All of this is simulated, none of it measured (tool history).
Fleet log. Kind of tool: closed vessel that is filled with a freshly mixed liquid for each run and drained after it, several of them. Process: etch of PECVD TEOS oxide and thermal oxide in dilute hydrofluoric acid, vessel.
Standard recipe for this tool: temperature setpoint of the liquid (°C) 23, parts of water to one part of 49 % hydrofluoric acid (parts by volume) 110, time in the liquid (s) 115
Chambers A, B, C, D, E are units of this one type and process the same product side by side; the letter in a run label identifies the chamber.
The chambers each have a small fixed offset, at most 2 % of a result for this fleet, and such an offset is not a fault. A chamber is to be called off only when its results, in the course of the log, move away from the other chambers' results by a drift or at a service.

| run | day | temperature setpoint of the liquid (°C) | parts of water to one part of 49 % hydrofluoric acid (parts by volume) | time in the liquid (s) | hours since the thermometer was replaced | hours since the hydrofluoric acid flow meter was replaced | read-back film thickness of the PECVD TEOS oxide reference wafer, read on the same gauge (nm) | read-back film thickness of the thermal oxide reference wafer, read on the same gauge (nm) | thickness taken off the PECVD TEOS oxide on a monitor wafer (Å) | thickness taken off the thermal oxide on a monitor wafer (Å) |
|---|---|---|---|---|---|---|---|---|---|---|
| 1A | 0.233 | 23 | 110 | 115 | 935.6 | 277.8 | 79.981 | 60.034 | 175.950 | 46.447 |
| 2B | 0.529 | 23 | 110 | 115 | 861.7 | 95.3 | 80.039 | 60.020 | 176.380 | 46.564 |
| 3D | 0.812 | 23 | 110 | 115 | 1243.0 | 384.4 | 80.003 | 59.985 | 177.490 | 46.747 |
| 4C | 1.117 | 23 | 110 | 115 | 333.2 | 869.7 | 79.972 | 59.984 | 177.470 | 47.202 |
| 5E | 1.450 | 23 | 110 | 115 | 3183.1 | 569.5 | 80.032 | 60.003 | 178.370 | 46.987 |
| 6D | 1.788 | 27 | 110 | 115 | 1266.4 | 407.8 | 80.004 | 60.039 | 207.300 | 54.487 |
| 7B | 2.029 | 27 | 110 | 115 | 897.7 | 131.3 | 80.007 | 60.000 | 207.040 | 54.613 |
|  | 2.033 | chamber C: hydrofluoric acid flow meter replaced |
| 8A | 2.296 | 27 | 110 | 115 | 985.1 | 327.3 | 80.009 | 60.062 | 206.540 | 54.407 |
| 9E | 2.712 | 27 | 110 | 115 | 3213.4 | 599.8 | 79.993 | 59.993 | 207.200 | 54.778 |
| 10C | 3.033 | 27 | 110 | 115 | 379.2 | 24.0 | 80.009 | 59.999 | 206.630 | 55.125 |
| 11E | 3.342 | 23 | 110 | 55 | 3228.5 | 614.9 | 79.990 | 59.989 | 85.116 | 22.915 |
| 12A | 3.567 | 23 | 110 | 55 | 1015.6 | 357.8 | 79.985 | 60.014 | 83.669 | 22.225 |
| 13C | 3.921 | 23 | 110 | 55 | 400.5 | 45.3 | 79.991 | 60.009 | 84.685 | 22.566 |
| 14D | 4.162 | 23 | 110 | 55 | 1323.4 | 464.8 | 79.982 | 59.977 | 84.843 | 22.017 |
| 15B | 4.475 | 23 | 110 | 55 | 956.4 | 190.0 | 80.008 | 59.964 | 84.493 | 22.331 |
| 16D | 4.696 | 23 | 110 | 115 | 1336.2 | 477.6 | 79.968 | 60.010 | 175.870 | 46.030 |
| 17B | 4.883 | 23 | 110 | 115 | 966.2 | 199.8 | 79.999 | 59.989 | 176.890 | 46.562 |
| 18C | 5.308 | 23 | 110 | 80 | 433.8 | 78.6 | 80.049 | 60.005 | 123.040 | 33.292 |
| 19A | 5.662 | 23 | 110 | 80 | 1065.9 | 408.1 | 79.992 | 60.019 | 121.600 | 32.409 |
| 20E | 5.917 | 23 | 110 | 80 | 3290.3 | 676.7 | 79.958 | 59.976 | 124.080 | 32.878 |
| 21D | 6.171 | 23 | 110 | 80 | 1371.6 | 513.0 | 79.968 | 59.990 | 124.020 | 31.959 |
| 22A | 6.483 | 23 | 110 | 80 | 1085.6 | 427.8 | 79.974 | 59.981 | 122.680 | 32.825 |
| 23E | 6.729 | 23 | 110 | 115 | 3309.8 | 696.2 | 80.019 | 60.023 | 177.840 | 47.361 |
| 24B | 7.021 | 23 | 110 | 115 | 1017.5 | 251.1 | 79.953 | 60.037 | 177.620 | 47.207 |
|  | 7.046 | chamber E: thermometer replaced |
| 25C | 7.367 | 23 | 110 | 115 | 483.2 | 128.0 | 80.009 | 59.947 | 176.180 | 46.630 |
| 26B | 7.629 | 27 | 85 | 115 | 1032.1 | 265.7 | 80.011 | 59.984 | 273.790 | 72.209 |
| 27C | 8.046 | 27 | 85 | 115 | 499.5 | 144.3 | 79.987 | 59.977 | 273.480 | 73.263 |
| 28E | 8.471 | 27 | 85 | 115 | 34.3 | 738.0 | 80.003 | 59.984 | 276.950 | 74.663 |
| 29A | 8.688 | 27 | 85 | 115 | 1138.5 | 480.7 | 80.025 | 60.039 | 278.740 | 73.092 |
| 30D | 8.967 | 27 | 85 | 115 | 1438.7 | 580.1 | 79.993 | 59.993 | 276.440 | 71.075 |
| 31D | 9.208 | 23 | 110 | 115 | 1444.5 | 585.9 | 80.030 | 60.024 | 176.410 | 46.602 |
| 32B | 9.567 | 23 | 110 | 115 | 1078.6 | 312.2 | 79.976 | 60.037 | 175.020 | 46.276 |
| 33A | 9.758 | 23 | 110 | 115 | 1164.2 | 506.4 | 80.018 | 59.983 | 174.590 | 45.915 |
| 34C | 10.067 | 23 | 110 | 115 | 548.0 | 192.8 | 79.995 | 60.037 | 176.430 | 47.030 |
| 35E | 10.325 | 23 | 110 | 115 | 78.8 | 782.5 | 80.003 | 60.010 | 177.130 | 46.800 |
| 36E | 10.704 | 23 | 110 | 115 | 87.9 | 791.6 | 79.980 | 59.969 | 175.810 | 47.799 |
| 37B | 10.925 | 23 | 110 | 115 | 1111.2 | 344.8 | 79.991 | 59.961 | 176.310 | 46.316 |
| 38C | 11.129 | 23 | 110 | 115 | 573.5 | 218.3 | 80.029 | 59.971 | 176.480 | 47.169 |

The same settings go to every chamber for the next run, one line per chamber below. Forecast the results for each:
| 39A | 11.433 | 23 | 110 | 115 |  |  |  |  | ? | ? |
| 39B | 11.433 | 23 | 110 | 115 |  |  |  |  | ? | ? |
| 39C | 11.433 | 23 | 110 | 115 |  |  |  |  | ? | ? |
| 39D | 11.433 | 23 | 110 | 115 |  |  |  |  | ? | ? |
| 39E | 11.433 | 23 | 110 | 115 |  |  |  |  | ? | ? |

| run | thickness taken off the PECVD TEOS oxide on a monitor wafer (Å) | thickness taken off the thermal oxide on a monitor wafer (Å) |
|---|---|---|
| 39A | 176.080 | 46.883 |
| 39B | 176.520 | 46.542 |
| 39C | 176.270 | 46.998 |
| 39D | 176.410 | 46.170 |
| 39E | 177.360 | 47.416 |

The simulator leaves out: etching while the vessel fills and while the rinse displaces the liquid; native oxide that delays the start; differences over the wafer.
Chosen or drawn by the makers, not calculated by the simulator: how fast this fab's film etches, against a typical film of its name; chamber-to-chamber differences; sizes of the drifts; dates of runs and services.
